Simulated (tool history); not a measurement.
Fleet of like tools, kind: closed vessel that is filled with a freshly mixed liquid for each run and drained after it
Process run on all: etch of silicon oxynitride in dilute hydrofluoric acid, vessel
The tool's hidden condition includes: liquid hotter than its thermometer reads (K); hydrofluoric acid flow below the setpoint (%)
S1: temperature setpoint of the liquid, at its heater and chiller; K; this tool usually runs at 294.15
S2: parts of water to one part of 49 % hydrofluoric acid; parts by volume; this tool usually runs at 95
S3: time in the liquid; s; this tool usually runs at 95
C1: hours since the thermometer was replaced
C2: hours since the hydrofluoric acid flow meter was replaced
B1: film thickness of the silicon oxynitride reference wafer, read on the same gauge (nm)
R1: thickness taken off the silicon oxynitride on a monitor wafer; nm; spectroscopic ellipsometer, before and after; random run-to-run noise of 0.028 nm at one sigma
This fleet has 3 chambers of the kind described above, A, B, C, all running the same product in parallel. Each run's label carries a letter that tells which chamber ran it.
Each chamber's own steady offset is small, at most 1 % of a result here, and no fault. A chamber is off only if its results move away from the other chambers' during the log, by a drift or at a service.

Run 1C, day 0.317: usual settings; C1 1041.1; C2 993.7; B1 79.982. Result: R1 4.0662 nm.
Run 2B, day 0.533: usual settings; C1 546.1; C2 115.5; B1 79.969. Result: R1 4.1849 nm.
Run 3A, day 0.938: usual settings; C1 1794.2; C2 882.8; B1 79.993. Result: R1 4.1451 nm.
Run 4A, day 1.321: usual settings; C1 1803.4; C2 892; B1 79.983. Result: R1 4.153 nm.
Run 5C, day 1.604: usual settings; C1 1072; C2 1024.6; B1 80.036. Result: R1 4.1231 nm.
Run 6B, day 1.958: usual settings; C1 580.3; C2 149.7; B1 79.964. Result: R1 4.1518 nm.
Run 7A, day 2.246: usual settings; C1 1825.6; C2 914.2; B1 79.976. Result: R1 4.1328 nm.
Run 8C, day 2.658: usual settings; C1 1097.3; C2 1049.9; B1 80.023. Result: R1 4.0837 nm.
Run 9B, day 2.954: usual settings; C1 604.2; C2 173.6; B1 80.026. Result: R1 4.1904 nm.
Run 10A, day 3.254: usual settings; C1 1849.8; C2 938.4; B1 79.988. Result: R1 4.1642 nm.
Run 11C, day 3.538: usual settings; C1 1118.4; C2 1071; B1 79.996. Result: R1 4.1006 nm.
Run 12B, day 3.783: usual settings; C1 624.1; C2 193.5; B1 79.973. Result: R1 4.1919 nm.
Run 13C, day 4.079: usual settings; C1 1131.4; C2 1084; B1 80.016. Result: R1 4.0927 nm.
Run 14B, day 4.479: usual settings but S2 120 parts by volume, S3 80 s; C1 640.8; C2 210.2; B1 80.011. Result: R1 2.783 nm.
Run 15A, day 4.783: usual settings but S2 120 parts by volume, S3 80 s; C1 1886.5; C2 975.1; B1 80.007. Result: R1 2.7232 nm.
Run 16B, day 5.046: usual settings but S2 120 parts by volume, S3 80 s; C1 654.4; C2 223.8; B1 80.011. Result: R1 2.7888 nm.
Run 17C, day 5.279: usual settings; C1 1160.2; C2 1112.8; B1 80.013. Result: R1 4.0922 nm.
Run 18A, day 5.679: usual settings; C1 1908; C2 996.6; B1 80.012. Result: R1 4.1645 nm.
Run 19B, day 5.862: usual settings; C1 674; C2 243.4; B1 80.006. Result: R1 4.3002 nm.
Run 20C, day 6.125: usual settings; C1 1180.5; C2 1133.1; B1 80.018. Result: R1 4.1311 nm.
Run 21A, day 6.504: usual settings; C1 1927.8; C2 1016.4; B1 80.025. Result: R1 4.1771 nm.
Run 22C, day 6.767: usual settings; C1 1195.9; C2 1148.5; B1 79.997. Result: R1 4.1146 nm.
Run 23B, day 7.054: usual settings; C1 702.6; C2 272; B1 80.007. Result: R1 4.4124 nm.
Run 24A, day 7.396: usual settings; C1 1949.2; C2 1037.8; B1 79.999. Result: R1 4.1972 nm.
Run 25A, day 7.75: usual settings but S3 135 s; C1 1957.7; C2 1046.3; B1 79.942. Result: R1 5.918 nm.
Run 26B, day 8.05: usual settings but S3 135 s; C1 726.5; C2 295.9; B1 79.953. Result: R1 6.249 nm.
Run 27C, day 8.267: usual settings but S3 135 s; C1 1231.9; C2 1184.5; B1 80.024. Result: R1 5.9041 nm.
Run 28A, day 8.5: usual settings; C1 1975.7; C2 1064.3; B1 80.024. Result: R1 4.1388 nm.
Run 29C, day 8.688: usual settings; C1 1242; C2 1194.6; B1 79.975. Result: R1 4.0646 nm.
Run 30B, day 8.875: usual settings; C1 746.3; C2 315.7; B1 79.995. Result: R1 4.3891 nm.
Run 31A, day 9.212: usual settings; C1 1992.8; C2 1081.4; B1 79.969. Result: R1 4.1883 nm.
Run 32B, day 9.483: usual settings; C1 760.9; C2 330.3; B1 79.987. Result: R1 4.4315 nm.
Run 33C, day 9.812: usual settings; C1 1269; C2 1221.6; B1 80.036. Result: R1 4.1218 nm.
Run 34A, day 10.175: usual settings; C1 2015.9; C2 1104.5; B1 79.983. Result: R1 4.1482 nm.
Run 35C, day 10.558: usual settings but S2 110 parts by volume, S3 65 s; C1 1286.9; C2 1239.5; B1 80.023. Result: R1 2.3777 nm.
Run 36B, day 10.879: usual settings but S2 110 parts by volume, S3 65 s; C1 794.4; C2 363.8; B1 79.977. Result: R1 2.635 nm.

What goes on in this fleet: one chamber off, a drifting gauge, or nothing beyond the chambers' own small offsets? Name the chamber and the cause, if any.

Little by little, chamber B moves away from the other chambers.
Likeliest cause: liquid hotter than its thermometer reads (K) = 1.72.
Not necessarily distinguishable in this log from: hydrofluoric acid flow above the setpoint (%).

Here are 4 candidates for chamber B's next run, each the usual settings with a change, their results left as question marks. Which one brings its results back in line with what the others give on the usual settings?
In-line tolerance around the mean of the other chambers on the usual settings: R1 0.098 nm
Run 37B-1, day 11.179: usual settings but S3 90 s. Result: R1 ?.
Run 37B-2, day 11.179: usual settings but S1 296.15 K. Result: R1 ?.
Run 37B-3, day 11.179: usual settings but S1 292.15 K. Result: R1 ?.
Run 37B-4, day 11.179: usual settings but S3 100 s. Result: R1 ?.

What the other chambers average on the usual settings: R1 4.1267 nm
  run      R1
37B-1  4.2963
37B-2  4.9847
37B-3  4.1212
37B-4  4.7737
37B-3 brings the chamber back in line.
